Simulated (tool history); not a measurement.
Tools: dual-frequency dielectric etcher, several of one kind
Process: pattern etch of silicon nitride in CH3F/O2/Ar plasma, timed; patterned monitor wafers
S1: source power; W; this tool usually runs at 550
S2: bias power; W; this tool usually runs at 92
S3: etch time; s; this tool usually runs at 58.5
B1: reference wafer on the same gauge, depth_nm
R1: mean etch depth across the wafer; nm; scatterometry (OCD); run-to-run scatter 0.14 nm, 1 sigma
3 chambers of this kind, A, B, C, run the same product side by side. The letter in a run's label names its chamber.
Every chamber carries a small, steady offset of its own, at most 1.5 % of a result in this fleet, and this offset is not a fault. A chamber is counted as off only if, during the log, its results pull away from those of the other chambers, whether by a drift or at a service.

{"run": "1C", "day": 0.371, "S1": 550, "S2": 92, "S3": 58.5, "B1": 43.973, "R1": 50.908}
{"run": "2A", "day": 0.612, "S1": 550, "S2": 92, "S3": 58.5, "B1": 43.956, "R1": 50.618}
{"run": "3B", "day": 0.938, "S1": 550, "S2": 92, "S3": 58.5, "B1": 43.988, "R1": 50.46}
{"run": "4A", "day": 1.362, "S1": 550, "S2": 92, "S3": 58.5, "B1": 43.996, "R1": 50.519}
{"run": "5B", "day": 1.688, "S1": 550, "S2": 92, "S3": 58.5, "B1": 44.022, "R1": 50.599}
{"run": "6C", "day": 1.983, "S1": 550, "S2": 92, "S3": 58.5, "B1": 44.016, "R1": 51.315}
{"run": "7A", "day": 2.467, "S1": 550, "S2": 92, "S3": 58.5, "B1": 43.992, "R1": 50.425}
{"run": "8B", "day": 2.9, "S1": 550, "S2": 92, "S3": 58.5, "B1": 44.006, "R1": 50.643}
{"run": "9C", "day": 3.333, "S1": 550, "S2": 92, "S3": 58.5, "B1": 43.981, "R1": 51.029}
{"run": "10A", "day": 3.671, "S1": 550, "S2": 92, "S3": 58.5, "B1": 43.983, "R1": 50.615}
{"run": "11B", "day": 4.175, "S1": 550, "S2": 92, "S3": 58.5, "B1": 43.982, "R1": 50.765}
{"run": "12C", "day": 4.579, "S1": 550, "S2": 92, "S3": 58.5, "B1": 44.002, "R1": 50.955}
{"run": "13A", "day": 5.038, "S1": 480, "S2": 111, "S3": 58.5, "B1": 44.009, "R1": 51.442}
{"run": "14C", "day": 5.271, "S1": 480, "S2": 111, "S3": 58.5, "B1": 43.993, "R1": 51.692}
{"day": 5.421, "done": "chamber C: wet clean of the chamber"}
{"run": "15B", "day": 5.654, "S1": 480, "S2": 111, "S3": 58.5, "B1": 44.022, "R1": 51.581}
{"run": "16B", "day": 6.021, "S1": 550, "S2": 92, "S3": 58.5, "B1": 44.001, "R1": 50.643}
{"run": "17A", "day": 6.338, "S1": 550, "S2": 92, "S3": 58.5, "B1": 43.981, "R1": 50.594}
{"run": "18C", "day": 6.708, "S1": 550, "S2": 92, "S3": 58.5, "B1": 44.003, "R1": 52.561}
{"run": "19A", "day": 7.004, "S1": 550, "S2": 92, "S3": 58.5, "B1": 44.032, "R1": 50.725}
{"run": "20B", "day": 7.383, "S1": 550, "S2": 92, "S3": 58.5, "B1": 44.005, "R1": 50.445}
{"run": "21C", "day": 7.742, "S1": 550, "S2": 92, "S3": 58.5, "B1": 44.002, "R1": 52.787}
{"run": "22C", "day": 8.062, "S1": 550, "S2": 92, "S3": 58.5, "B1": 44.017, "R1": 52.88}
{"run": "23B", "day": 8.35, "S1": 550, "S2": 92, "S3": 50, "B1": 44.008, "R1": 43.163}
{"run": "24A", "day": 8.608, "S1": 550, "S2": 92, "S3": 50, "B1": 43.97, "R1": 43.24}

Each of the 3 chambers runs these same settings next. Fill in every chamber's results:
{"run": "25A", "day": 8.992, "S1": 550, "S2": 92, "S3": 58.5, "R1": "?"}
{"run": "25B", "day": 8.992, "S1": 550, "S2": 92, "S3": 58.5, "R1": "?"}
{"run": "25C", "day": 8.992, "S1": 550, "S2": 92, "S3": 58.5, "R1": "?"}

run=25A R1=50.379
run=25B R1=50.368
run=25C R1=52.548

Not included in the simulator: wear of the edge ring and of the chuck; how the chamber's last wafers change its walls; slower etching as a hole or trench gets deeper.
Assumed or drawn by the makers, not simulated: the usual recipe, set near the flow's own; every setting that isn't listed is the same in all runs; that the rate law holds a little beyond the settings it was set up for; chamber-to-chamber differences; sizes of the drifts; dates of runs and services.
